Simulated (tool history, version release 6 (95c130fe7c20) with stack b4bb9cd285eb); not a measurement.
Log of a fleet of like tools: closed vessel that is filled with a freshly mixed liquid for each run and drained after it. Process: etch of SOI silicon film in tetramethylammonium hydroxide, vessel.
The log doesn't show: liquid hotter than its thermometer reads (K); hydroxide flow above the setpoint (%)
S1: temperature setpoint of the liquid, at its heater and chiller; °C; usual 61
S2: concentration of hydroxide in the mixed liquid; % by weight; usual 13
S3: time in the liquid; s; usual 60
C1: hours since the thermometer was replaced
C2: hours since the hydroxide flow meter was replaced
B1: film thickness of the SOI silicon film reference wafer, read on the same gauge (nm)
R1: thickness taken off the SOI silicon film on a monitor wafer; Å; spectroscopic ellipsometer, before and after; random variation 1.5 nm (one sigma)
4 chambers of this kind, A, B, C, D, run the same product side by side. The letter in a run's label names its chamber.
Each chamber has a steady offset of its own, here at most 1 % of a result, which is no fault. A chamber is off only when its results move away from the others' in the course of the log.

run,hour,S1,S2,S3,C1,C2,B1,R1
1A,3.4,61,13,60,416.7,681.1,110,2341.4
2C,8.3,61,13,60,136.9,98,109.98,2296.9
3B,11.3,61,13,60,2408.3,388,110.01,2355.8
4D,13.7,61,13,60,730.1,888.9,110,2348.1
5A,18.2,61,13,60,431.5,695.9,110.01,2301.6
6B,21.9,61,13,60,2418.9,398.6,110,2351.8
7C,25.3,54,13,35,153.9,115,110,863.53
8D,30.6,54,13,35,747,905.8,110.01,886.57
9A,34.1,54,13,35,447.4,711.8,109.99,882.5
10D,38.4,54,13,35,754.8,913.6,110,898.81
11B,41.9,61,16,80,2438.9,418.6,110,2819.1
12C,45.5,61,16,80,174.1,135.2,109.99,2778.6
13D,49.8,61,16,80,766.2,925,109.99,2940.6
14C,52.9,61,16,80,181.5,142.6,110.02,2744.6
15B,57.5,61,13,60,2454.5,434.2,110.01,2333.1
16A,62.7,61,13,60,476,740.4,110.01,2341.8
17D,65.3,61,13,60,781.7,940.5,110.01,2464.2
18C,68.3,61,10.5,60,196.9,158,110,2497.3
19B,72.8,61,10.5,60,2469.8,449.5,110.01,2521.8
20A,77.1,61,10.5,60,490.4,754.8,109.99,2533.3
21B,80,61,10.5,60,2477,456.7,109.99,2558
22A,83.9,64,10,60,497.2,761.6,110.01,3066.3
23D,89.4,64,10,60,805.8,964.6,110.02,3362.2
24C,94.8,64,10,60,223.4,184.5,110.01,3026

Is one chamber off against the others, does the gauge drift, or is nothing wrong? If a chamber is off, say which, and what the likeliest cause is.

Chamber D drifts away from the others.
Cause: liquid hotter than its thermometer reads (K) = 1.43.

Here are 4 candidates for chamber D's next run, each the usual settings with a change, their results left as question marks. Which one brings its results back in line with what the others give on the usual settings?
In line means no further than this from the other chambers' mean on the usual settings: R1 51 Å
25D-1,98.8,59.5,13,60,,,,?
25D-2,98.8,62.5,13,60,,,,?
25D-3,98.8,61,14.5,60,,,,?
25D-4,98.8,61,11.5,60,,,,?

The other chambers' mean on the usual settings: R1 2322.3 Å
run,R1
25D-1,2345
25D-2,2817.4
25D-3,2434.5
25D-4,2706.8
25D-1 brings the chamber back in line.
